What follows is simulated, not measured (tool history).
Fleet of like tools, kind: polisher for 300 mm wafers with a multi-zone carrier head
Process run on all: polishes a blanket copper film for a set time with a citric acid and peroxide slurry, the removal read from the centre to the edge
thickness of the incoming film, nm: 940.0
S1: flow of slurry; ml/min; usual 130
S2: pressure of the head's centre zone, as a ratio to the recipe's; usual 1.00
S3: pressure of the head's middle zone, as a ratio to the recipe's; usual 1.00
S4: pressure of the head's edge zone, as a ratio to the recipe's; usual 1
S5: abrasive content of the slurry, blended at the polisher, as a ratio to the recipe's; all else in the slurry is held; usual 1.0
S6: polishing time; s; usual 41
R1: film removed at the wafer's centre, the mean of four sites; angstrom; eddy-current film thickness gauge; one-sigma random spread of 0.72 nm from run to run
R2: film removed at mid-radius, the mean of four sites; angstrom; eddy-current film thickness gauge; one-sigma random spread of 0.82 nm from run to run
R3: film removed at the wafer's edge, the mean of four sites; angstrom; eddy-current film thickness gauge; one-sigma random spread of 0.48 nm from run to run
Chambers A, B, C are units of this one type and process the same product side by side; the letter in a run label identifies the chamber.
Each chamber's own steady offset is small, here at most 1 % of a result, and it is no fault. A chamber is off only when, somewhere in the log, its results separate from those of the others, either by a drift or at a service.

run    day   S1    S2    S3  S4   S5  S6      R1      R2      R3
     0.192  -- chamber A: edge zone pressure recalibrated
     0.229  -- chamber A: worn pad replaced by a new one
 1B  0.379  130  1.00  1.00   1  1.0  41  582.67  575.37  578.63
 2A  0.588  130  1.00  1.00   1  1.0  41  571.24  566.24  572.70
 3C  0.896  130  1.00  1.00   1  1.0  41  568.24  555.95  571.58
 4B  1.108  130  1.00  1.00   1  1.0  41  583.74  567.63  570.30
 5C  1.300  130  1.00  1.00   1  1.0  41  561.76  580.18  578.20
     1.417  -- chamber B: worn pad replaced by a new one
     1.429  -- chamber A: slurry nozzle cleaned
 6A  1.567  130  1.00  1.00   1  1.0  41  562.67  569.26  570.69
 7A  1.771  130  1.00  1.00   1  1.0  41  571.56  576.98  568.16
     1.792  -- chamber C: slurry nozzle cleaned
     1.892  -- chamber C: worn pad replaced by a new one
 8C  1.962  130  1.00  1.00   1  1.0  41  581.74  574.41  579.19
 9B  2.400  130  1.00  1.00   1  1.0  41  585.43  583.77  577.37
10B  2.604  130  1.00  1.00   1  1.0  41  575.45  570.76  571.19
11A  2.817  130  1.00  1.00   1  1.0  41  570.66  554.21  577.92
     2.862  -- chamber B: centre zone pressure recalibrated
12C  3.229  130  1.00  1.00   1  1.0  41  566.18  575.31  580.07
13A  3.658  130  1.00  1.00   1  1.0  41  560.08  577.04  564.14
     3.808  -- chamber A: worn pad replaced by a new one
     4.025  -- chamber C: edge zone pressure recalibrated
14B  4.029  130  1.00  1.00   1  1.0  41  558.20  560.47  565.84
     4.208  -- chamber B: edge zone pressure recalibrated
15C  4.392  130  1.00  1.00   1  1.0  41  568.47  569.43  581.64
16B  4.821  130  1.00  1.00   1  1.0  41  560.75  559.47  557.96
17C  5.150  130  1.00  1.00   1  0.7  34  428.81  444.09  447.99
18A  5.396  130  1.00  1.00   1  0.7  34  428.92  442.51  440.85
19C  5.696  130  1.00  1.00   1  0.7  34  442.72  444.59  448.53
     5.950  -- chamber C: worn pad replaced by a new one
20B  6.071  130  1.00  1.00   1  1.0  41  534.23  530.59  544.64
21A  6.338  130  1.00  1.00   1  1.0  41  559.76  569.83  570.53
22B  6.596  130  1.00  1.00   1  1.0  41  523.82  520.28  543.47
23C  6.825  130  1.00  1.07   1  1.0  36  510.43  540.18  514.77

Which is it: a chamber that has drifted or been left off by a service, a gauge drift common to all chambers, or only each chamber's usual small offset? If a chamber is off, name it and its likeliest cause.

Chamber B drifts away from the others.
What lies behind it: slurry flow missing at the pad, % = 34.4.
The log might look much the same if the cause were instead: removal rate lost through wear of the pad, %.

Chamber B could run next with any of the 4 candidate recipes listed below; each alters the usual settings, and their results appear as question marks. Which one brings its results back in line with what the other chambers deliver on the usual settings?
Allowed miss from the other chambers' usual-settings mean, per result, to count as in line: R1 25.00 angstrom; R2 28.00 angstrom; R3 17.00 angstrom
24B-1  7.142  130  0.99  1.00  1.00  1.0  40   ?   ?   ?
24B-2  7.142  125  0.98  0.98  1.01  1.0  38   ?   ?   ?
24B-3  7.142  135  1.02  1.02  0.99  1.0  44   ?   ?   ?
24B-4  7.142  130  1.01  1.00  1.00  1.0  42   ?   ?   ?

Mean of the other chambers on the usual settings: R1 569.80 angstrom; R2 570.54 angstrom; R3 573.01 angstrom
  run      R1      R2      R3
24B-1  491.06  503.97  520.26
24B-2  454.16  463.76  492.75
24B-3  566.36  571.50  573.68
24B-4  527.11  529.10  546.27
The right change is 24B-3: it brings the chamber back within the allowed miss of the others.
